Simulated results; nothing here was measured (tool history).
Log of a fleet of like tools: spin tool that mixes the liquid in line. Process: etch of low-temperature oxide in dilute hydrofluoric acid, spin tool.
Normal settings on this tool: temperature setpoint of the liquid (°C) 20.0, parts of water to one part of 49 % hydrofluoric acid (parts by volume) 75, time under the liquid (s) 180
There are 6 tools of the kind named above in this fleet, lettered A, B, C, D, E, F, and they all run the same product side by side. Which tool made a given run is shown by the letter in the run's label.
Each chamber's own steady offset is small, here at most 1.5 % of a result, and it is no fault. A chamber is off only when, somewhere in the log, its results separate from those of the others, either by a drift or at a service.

| run | hour | temperature setpoint of the liquid (°C) | parts of water to one part of 49 % hydrofluoric acid (parts by volume) | time under the liquid (s) | read-back film thickness of the low-temperature oxide reference wafer, read on the same gauge (nm) | thickness taken off the low-temperature oxide on a monitor wafer (angstrom) |
|---|---|---|---|---|---|---|
| 1D | 12.7 | 20.0 | 75 | 180 | 140.00 | 225.56 |
| 2E | 20.3 | 20.0 | 75 | 180 | 140.02 | 226.43 |
| 3F | 31.2 | 20.0 | 75 | 180 | 140.01 | 221.25 |
| 4B | 42.7 | 20.0 | 75 | 180 | 140.04 | 225.87 |
| 5A | 52.0 | 20.0 | 75 | 180 | 140.04 | 222.11 |
| 6C | 61.0 | 20.0 | 75 | 180 | 140.02 | 220.79 |
| 7F | 70.5 | 20.0 | 75 | 180 | 139.97 | 225.19 |
|  | 72.1 | chamber F: thermometer replaced |
| 8E | 81.0 | 20.0 | 75 | 180 | 139.97 | 226.70 |
|  | 84.9 | chamber D: thermometer replaced |
| 9D | 93.0 | 20.0 | 75 | 180 | 139.98 | 218.84 |
| 10A | 103.9 | 24.5 | 40 | 180 | 139.98 | 533.26 |
| 11B | 116.7 | 24.5 | 40 | 180 | 139.99 | 533.98 |
| 12C | 123.3 | 24.5 | 40 | 180 | 139.99 | 526.78 |
| 13B | 130.3 | 24.5 | 40 | 180 | 140.03 | 536.64 |
| 14F | 137.8 | 24.5 | 40 | 180 | 140.00 | 535.65 |
| 15D | 145.1 | 24.5 | 40 | 180 | 140.02 | 513.59 |
| 16A | 155.6 | 20.0 | 75 | 180 | 140.01 | 225.47 |
| 17E | 164.4 | 20.0 | 75 | 180 | 139.98 | 228.75 |
| 18C | 173.0 | 20.0 | 75 | 180 | 140.00 | 224.22 |
| 19B | 179.4 | 20.0 | 75 | 105 | 140.02 | 135.81 |
| 20F | 186.4 | 20.0 | 75 | 105 | 139.96 | 130.37 |
| 21D | 194.0 | 20.0 | 75 | 105 | 140.02 | 131.55 |
| 22E | 204.0 | 20.0 | 75 | 105 | 140.01 | 130.45 |
| 23A | 216.5 | 20.0 | 75 | 105 | 140.00 | 133.47 |
| 24C | 228.7 | 20.0 | 75 | 105 | 139.96 | 129.57 |
| 25E | 238.7 | 20.0 | 75 | 180 | 139.99 | 227.43 |
| 26C | 248.7 | 20.0 | 75 | 180 | 140.03 | 225.06 |
| 27F | 258.2 | 20.0 | 75 | 180 | 140.00 | 220.96 |
| 28B | 269.5 | 20.0 | 75 | 180 | 139.96 | 241.06 |
| 29D | 281.0 | 20.0 | 75 | 180 | 139.98 | 229.70 |
| 30A | 288.5 | 20.0 | 75 | 180 | 140.00 | 227.05 |
| 31B | 296.9 | 20.0 | 75 | 180 | 140.05 | 241.60 |
| 32C | 308.3 | 20.0 | 75 | 180 | 139.97 | 219.18 |
| 33E | 321.1 | 20.0 | 75 | 180 | 139.98 | 227.77 |
| 34D | 331.9 | 20.0 | 75 | 180 | 140.00 | 224.96 |
| 35F | 338.9 | 20.0 | 105 | 180 | 140.02 | 152.71 |
| 36A | 351.7 | 20.0 | 105 | 180 | 139.99 | 155.86 |
| 37C | 358.2 | 20.0 | 105 | 180 | 140.01 | 154.76 |

All chambers now run identical settings, listed one chamber a line with results as question marks. What results will each chamber show?
| 38A | 367.5 | 18.0 | 75 | 180 |  | ? |
| 38B | 367.5 | 18.0 | 75 | 180 |  | ? |
| 38C | 367.5 | 18.0 | 75 | 180 |  | ? |
| 38D | 367.5 | 18.0 | 75 | 180 |  | ? |
| 38E | 367.5 | 18.0 | 75 | 180 |  | ? |
| 38F | 367.5 | 18.0 | 75 | 180 |  | ? |

| run | thickness taken off the low-temperature oxide on a monitor wafer (angstrom) |
|---|---|
| 38A | 205.67 |
| 38B | 233.26 |
| 38C | 206.63 |
| 38D | 207.52 |
| 38E | 205.61 |
| 38F | 204.28 |
